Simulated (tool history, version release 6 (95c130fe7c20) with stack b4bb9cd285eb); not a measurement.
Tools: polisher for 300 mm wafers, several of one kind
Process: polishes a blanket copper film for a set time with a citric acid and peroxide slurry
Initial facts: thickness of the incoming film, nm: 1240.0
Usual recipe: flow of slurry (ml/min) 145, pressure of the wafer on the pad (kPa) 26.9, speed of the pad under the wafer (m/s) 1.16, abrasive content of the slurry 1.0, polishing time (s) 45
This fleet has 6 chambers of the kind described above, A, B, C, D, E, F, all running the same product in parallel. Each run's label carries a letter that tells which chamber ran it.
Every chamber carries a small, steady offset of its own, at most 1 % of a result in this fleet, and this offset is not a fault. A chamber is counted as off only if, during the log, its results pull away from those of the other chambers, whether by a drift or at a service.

run,day,flow of slurry (ml/min),pressure of the wafer on the pad (kPa),speed of the pad under the wafer (m/s),abrasive content of the slurry,polishing time (s),film removed (angstrom)
1B,0.458,145,26.9,1.16,1.0,45,1439.5
# day 1.000: chamber F: worn pad replaced by a new one
# day 1.088: chamber C: worn pad replaced by a new one
2D,1.092,145,26.9,1.16,1.0,45,1467.9
# day 1.696: chamber A: slurry blender recalibrated
3E,1.696,145,26.9,1.16,1.0,45,1430.9
# day 1.817: chamber D: worn pad replaced by a new one
4A,2.025,145,26.9,1.16,1.0,45,1441.7
# day 2.296: chamber F: slurry blender recalibrated
# day 2.429: chamber B: worn pad replaced by a new one
5F,2.558,100,26.9,1.16,0.9,45,1313.2
# day 2.838: chamber E: head pressure recalibrated
# day 2.879: chamber C: slurry blender recalibrated
# day 2.900: chamber E: worn pad replaced by a new one
# day 3.067: chamber C: slurry nozzle cleaned
6C,3.121,100,26.9,1.16,0.9,45,1302.5
# day 3.200: chamber A: worn pad replaced by a new one
7B,3.579,100,26.9,1.16,0.9,45,1298.2
8F,4.229,100,26.9,1.16,0.9,45,1304.7
9D,4.846,100,26.9,1.16,0.9,45,1319.0
# day 4.996: chamber F: worn pad replaced by a new one
# day 5.338: chamber E: slurry blender recalibrated
# day 5.450: chamber D: slurry blender recalibrated
10A,5.483,100,26.9,1.16,0.9,45,1293.5
# day 5.600: chamber C: worn pad replaced by a new one
11E,5.817,145,26.9,1.16,1.0,45,1448.0
# day 5.821: chamber C: head pressure recalibrated
# day 6.346: chamber D: worn pad replaced by a new one
12C,6.417,145,26.9,1.16,1.0,45,1617.2
# day 6.771: chamber E: worn pad replaced by a new one
13A,7.025,145,26.9,1.16,1.0,45,1457.0
14D,7.483,145,26.9,1.16,1.0,45,1451.7
# day 7.612: chamber F: head pressure recalibrated
15C,7.842,145,26.9,1.16,1.0,45,1601.0
# day 7.975: chamber B: worn pad replaced by a new one
16B,8.162,145,26.9,1.16,1.0,45,1425.6
# day 8.217: chamber E: slurry nozzle cleaned
# day 8.596: chamber B: slurry blender recalibrated
# day 8.600: chamber F: worn pad replaced by a new one
# day 8.642: chamber A: worn pad replaced by a new one
17F,8.696,145,26.9,0.82,1.2,45,1068.2
# day 8.838: chamber B: head pressure recalibrated
18E,9.038,145,26.9,0.82,1.2,45,1048.5
19F,9.500,145,26.9,0.82,1.2,45,1061.7
20E,9.900,145,26.9,0.82,1.2,45,1064.3
# day 10.208: chamber E: worn pad replaced by a new one
# day 10.412: chamber C: worn pad replaced by a new one
21C,10.479,145,26.9,0.82,1.2,45,1191.0
22A,10.942,145,26.9,0.82,1.2,45,1074.1
# day 11.021: chamber F: slurry nozzle cleaned
# day 11.383: chamber D: worn pad replaced by a new one
23B,11.538,145,26.9,1.16,1.0,45,1443.3
# day 11.971: chamber F: worn pad replaced by a new one
# day 12.146: chamber F: slurry blender recalibrated
24D,12.171,145,26.9,1.16,1.0,45,1456.1
25D,12.662,145,26.9,1.16,1.0,45,1438.7
# day 13.088: chamber B: worn pad replaced by a new one
26E,13.179,145,26.9,1.16,1.0,45,1461.9
27C,13.633,145,26.9,1.16,1.0,45,1603.0
# day 13.783: chamber E: worn pad replaced by a new one
# day 13.833: chamber E: slurry blender recalibrated
# day 14.071: chamber C: worn pad replaced by a new one
28A,14.104,145,26.9,1.16,1.0,45,1444.8
# day 14.183: chamber A: slurry blender recalibrated
# day 14.425: chamber A: head pressure recalibrated
29B,14.433,115,26.9,1.16,1.0,45,1368.3
# day 14.438: chamber A: worn pad replaced by a new one
30F,14.779,115,26.9,1.16,1.0,45,1395.8
31A,15.354,115,26.9,1.16,1.0,45,1390.9
# day 15.592: chamber F: worn pad replaced by a new one
# day 15.671: chamber D: slurry nozzle cleaned
32C,15.954,115,26.9,1.16,1.0,45,1552.0
33E,16.300,115,26.9,1.16,1.0,45,1385.7
# day 16.825: chamber D: worn pad replaced by a new one
34B,16.867,115,26.9,1.16,1.0,45,1362.4
35F,17.475,145,26.9,1.16,1.0,45,1432.5
36D,17.988,145,26.9,1.16,1.0,45,1452.2

All chambers now run identical settings, listed one chamber a line with results as question marks. What results will each chamber show?
37A,18.450,145,26.9,1.16,1.0,45,?
37B,18.450,145,26.9,1.16,1.0,45,?
37C,18.450,145,26.9,1.16,1.0,45,?
37D,18.450,145,26.9,1.16,1.0,45,?
37E,18.450,145,26.9,1.16,1.0,45,?
37F,18.450,145,26.9,1.16,1.0,45,?

run,film removed (angstrom)
37A,1444.0
37B,1409.4
37C,1601.3
37D,1453.1
37E,1418.8
37F,1440.8
